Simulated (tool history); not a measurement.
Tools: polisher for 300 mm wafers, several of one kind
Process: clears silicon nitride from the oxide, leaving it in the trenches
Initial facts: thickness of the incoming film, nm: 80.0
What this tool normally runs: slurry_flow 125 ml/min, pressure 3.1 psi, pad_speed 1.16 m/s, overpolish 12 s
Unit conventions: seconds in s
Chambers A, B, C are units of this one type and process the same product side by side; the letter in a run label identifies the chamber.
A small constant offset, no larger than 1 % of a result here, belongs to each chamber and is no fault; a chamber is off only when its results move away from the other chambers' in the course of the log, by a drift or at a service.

| run | hour | slurry_flow | pressure | pad_speed | overpolish | wafers polished on this pad | hours since the slurry nozzle was cleaned | hours since the head pressure was calibrated | seconds |
|---|---|---|---|---|---|---|---|---|---|
| 1C | 10.6 | 125 | 3.1 | 1.16 | 12 | 286 | 301.6 | 208.6 | 64.192 |
| 2A | 21.8 | 125 | 3.1 | 1.16 | 12 | 616 | 738.1 | 205.7 | 64.847 |
| 3B | 29.3 | 125 | 3.1 | 1.16 | 12 | 630 | 529.7 | 471.3 | 64.353 |
| 4A | 38.8 | 125 | 3.1 | 1.16 | 12 | 825 | 755.1 | 222.7 | 67.435 |
|  | 46.5 | chamber B: worn pad replaced by a new one |
| 5B | 46.7 | 125 | 3.1 | 1.16 | 12 | 2 | 547.1 | 488.7 | 64.633 |
| 6C | 59.7 | 125 | 3.1 | 1.16 | 12 | 892 | 350.7 | 257.7 | 62.209 |
|  | 61.9 | chamber C: worn pad replaced by a new one |
| 7B | 68.8 | 125 | 3.1 | 1.16 | 12 | 275 | 569.2 | 510.8 | 64.977 |
|  | 74.3 | chamber A: worn pad replaced by a new one |
| 8C | 78.4 | 150 | 3.1 | 1.16 | 16 | 203 | 369.4 | 276.4 | 62.513 |
| 9A | 85 | 150 | 3.1 | 1.16 | 16 | 132 | 801.3 | 268.9 | 62.858 |
| 10B | 98 | 150 | 3.1 | 1.16 | 16 | 635 | 598.4 | 540 | 62.743 |
|  | 98.1 | chamber C: slurry nozzle cleaned |
| 11C | 106.7 | 125 | 3.1 | 1.16 | 12 | 552 | 8.7 | 304.7 | 63.52 |
| 12A | 116 | 125 | 3.1 | 1.16 | 12 | 514 | 832.3 | 299.9 | 64.861 |
| 13C | 124.6 | 125 | 3.1 | 1.16 | 12 | 773 | 26.6 | 322.6 | 64.012 |
|  | 126 | chamber B: worn pad replaced by a new one |
| 14B | 135 | 125 | 3.1 | 1.16 | 12 | 111 | 635.4 | 577 | 66.477 |
|  | 139 | chamber C: worn pad replaced by a new one |
| 15A | 143 | 125 | 3.9 | 1.16 | 12 | 847 | 859.3 | 326.9 | 51.025 |
| 16C | 154.3 | 125 | 3.9 | 1.16 | 12 | 189 | 56.3 | 352.3 | 52.263 |
| 17A | 164.2 | 125 | 3.9 | 1.16 | 12 | 1109 | 880.5 | 348.1 | 50.514 |
| 18B | 172.5 | 125 | 3.1 | 1.16 | 12 | 574 | 672.9 | 614.5 | 63.886 |
| 19B | 181.2 | 125 | 3.1 | 1.16 | 12 | 681 | 681.6 | 623.2 | 64.806 |
|  | 183.8 | chamber A: worn pad replaced by a new one |
| 20A | 189.9 | 125 | 3.1 | 1.16 | 12 | 76 | 906.2 | 373.8 | 65.23 |
| 21C | 198.4 | 125 | 3.1 | 1.16 | 12 | 733 | 100.4 | 396.4 | 64.819 |
|  | 208.4 | chamber B: slurry nozzle cleaned |
|  | 209 | chamber B: worn pad replaced by a new one |
| 22B | 211.8 | 125 | 3.1 | 1.16 | 12 | 35 | 3.4 | 653.8 | 66.137 |
|  | 212.3 | chamber C: worn pad replaced by a new one |
| 23A | 221 | 125 | 3.1 | 1.16 | 12 | 459 | 937.3 | 404.9 | 63.373 |
| 24C | 235.1 | 125 | 3.1 | 1.16 | 12 | 281 | 137.1 | 433.1 | 64.7 |
| 25C | 244.4 | 125 | 3.1 | 1.16 | 12 | 396 | 146.4 | 442.4 | 64.817 |
|  | 250.9 | chamber A: slurry nozzle cleaned |
| 26B | 257.8 | 125 | 3.1 | 1.16 | 12 | 602 | 49.4 | 699.8 | 65.05 |
| 27A | 270.5 | 125 | 3.1 | 1.16 | 12 | 1070 | 19.7 | 454.4 | 61.212 |
|  | 276.6 | chamber B: worn pad replaced by a new one |
| 28B | 284.8 | 125 | 3.1 | 1.16 | 12 | 101 | 76.4 | 726.8 | 65.119 |
|  | 288.1 | chamber A: worn pad replaced by a new one |
|  | 290.1 | chamber C: worn pad replaced by a new one |
| 29C | 294.6 | 125 | 3.1 | 0.9 | 7 | 56 | 196.6 | 492.6 | 84.069 |
| 30A | 309.5 | 125 | 3.1 | 0.9 | 7 | 264 | 58.7 | 493.4 | 76.276 |
| 31B | 319.1 | 125 | 3.1 | 0.9 | 7 | 525 | 110.7 | 761.1 | 86.219 |
| 32A | 329.9 | 125 | 3.1 | 1.16 | 12 | 516 | 79.1 | 513.8 | 59 |
| 33C | 338.7 | 125 | 3.1 | 1.16 | 12 | 600 | 240.7 | 536.7 | 63.745 |
| 34B | 354 | 125 | 3.1 | 1.16 | 12 | 955 | 145.6 | 796 | 65.904 |
| 35A | 362.6 | 125 | 3.1 | 1.16 | 12 | 919 | 111.8 | 546.5 | 60.137 |
| 36C | 372.4 | 125 | 3.1 | 1.16 | 12 | 1015 | 274.4 | 570.4 | 64.529 |
|  | 379.9 | chamber C: worn pad replaced by a new one |
| 37A | 384.8 | 125 | 3.1 | 1.16 | 12 | 1193 | 134 | 568.7 | 57.926 |
| 38C | 396.9 | 125 | 3.1 | 1.16 | 12 | 209 | 298.9 | 594.9 | 66.168 |

All chambers now run identical settings, listed one chamber a line with results as question marks. What results will each chamber show?
| 39A | 407.9 | 125 | 3.1 | 1.16 | 12 |  |  |  | ? |
| 39B | 407.9 | 125 | 3.1 | 1.16 | 12 |  |  |  | ? |
| 39C | 407.9 | 125 | 3.1 | 1.16 | 12 |  |  |  | ? |

| run | seconds |
|---|---|
| 39A | 58.361 |
| 39B | 65.526 |
| 39C | 64.138 |
